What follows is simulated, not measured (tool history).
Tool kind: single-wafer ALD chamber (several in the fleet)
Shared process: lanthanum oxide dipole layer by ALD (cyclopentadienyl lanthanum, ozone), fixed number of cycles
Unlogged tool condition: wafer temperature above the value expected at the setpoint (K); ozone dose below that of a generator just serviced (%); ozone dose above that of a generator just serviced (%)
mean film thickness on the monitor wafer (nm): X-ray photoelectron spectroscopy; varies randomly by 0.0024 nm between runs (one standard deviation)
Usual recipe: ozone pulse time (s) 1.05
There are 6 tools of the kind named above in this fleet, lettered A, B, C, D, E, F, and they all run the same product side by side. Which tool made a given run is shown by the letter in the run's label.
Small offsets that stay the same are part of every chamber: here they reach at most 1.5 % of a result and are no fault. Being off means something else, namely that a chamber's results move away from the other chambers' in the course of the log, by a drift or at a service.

run,hour,ozone pulse time (s),hours since the last thermocouple change,hours since the last ozone generator service,"read-back reference wafer on the same gauge, thickness_nm",mean film thickness on the monitor wafer (nm)
1A,8.6,1.05,53.1,741.5,0.47130,0.50020
2E,18.4,1.05,286.5,396.1,0.47279,0.50721
3F,26.6,1.05,602.3,110.5,0.47191,0.51453
4C,34.8,1.05,128.2,1084.5,0.47189,0.50909
5B,42.1,1.05,1009.0,840.4,0.47285,0.50734
6D,56.8,1.05,1222.3,230.7,0.47206,0.51000
7C,64.3,0.87,157.7,1114.0,0.47192,0.47876
8E,77.1,0.87,345.2,454.8,0.47184,0.47640
9D,93.0,0.87,1258.5,266.9,0.47242,0.47696
# hour 97.9: chamber C: ozone generator serviced
10F,100.1,0.87,675.8,184.0,0.47194,0.48206
11B,111.4,0.87,1078.3,909.7,0.47145,0.47673
12A,124.9,0.87,169.4,857.8,0.47230,0.46991
13F,137.1,1.05,712.8,221.0,0.47221,0.51302
14B,151.1,1.05,1118.0,949.4,0.47148,0.50727
15A,161.9,1.05,206.4,894.8,0.47207,0.49672
16E,172.3,1.05,440.4,550.0,0.47222,0.50716
17D,179.5,0.87,1345.0,353.4,0.47211,0.47757
18C,189.0,0.87,282.4,91.1,0.47207,0.47698
19E,198.1,0.87,466.2,575.8,0.47187,0.48004
20A,213.6,0.87,258.1,946.5,0.47188,0.46507
21D,228.0,0.87,1393.5,401.9,0.47229,0.47712
22F,240.8,0.87,816.5,324.7,0.47138,0.47868
23C,254.5,1.05,347.9,156.6,0.47205,0.51433
24B,265.6,1.05,1232.5,1063.9,0.47180,0.51119
25D,276.8,1.05,1442.3,450.7,0.47215,0.51359
26B,288.9,1.05,1255.8,1087.2,0.47242,0.50468
27F,298.8,1.05,874.5,382.7,0.47248,0.51542
# hour 301.2: chamber E: ozone generator serviced
28A,311.1,1.05,355.6,1044.0,0.47207,0.48464
29E,326.6,1.05,594.7,25.5,0.47138,0.50983
30C,333.8,1.05,427.2,235.9,0.47188,0.51398
31B,343.1,1.05,1310.0,1141.4,0.47190,0.50772
32D,355.6,1.05,1521.1,529.5,0.47265,0.51369
33C,370.9,1.05,464.3,273.0,0.47202,0.51314
34F,385.4,1.20,961.1,469.3,0.47209,0.53489
35A,400.8,1.20,445.3,1133.7,0.47198,0.49882
36E,412.6,1.20,680.7,111.5,0.47225,0.53073

Does one chamber stand apart from the rest, does the shared gauge drift, or is all well apart from small per-chamber offsets? Give the chamber and the most likely cause, where there is one.

Little by little, chamber A moves away from the other chambers.
What lies behind it: ozone dose below that of a generator just serviced (%) = 17.

Which of the 4 candidates below, each the usual settings with something changed and its results left as question marks, puts chamber A back in line with what the other chambers give on the usual settings?
In-line tolerance around the mean of the other chambers on the usual settings: mean film thickness on the monitor wafer (nm) 0.00830
37A-1,424.2,0.98,,,,?
37A-2,424.2,1.12,,,,?
37A-3,424.2,1.29,,,,?
37A-4,424.2,0.87,,,,?

Other chambers, usual settings, mean: mean film thickness on the monitor wafer (nm) 0.51012
run,mean film thickness on the monitor wafer (nm)
37A-1,0.46260
37A-2,0.48577
37A-3,0.50758
37A-4,0.44025
37A-3 is the one that brings the chamber's results back in line with the other chambers.
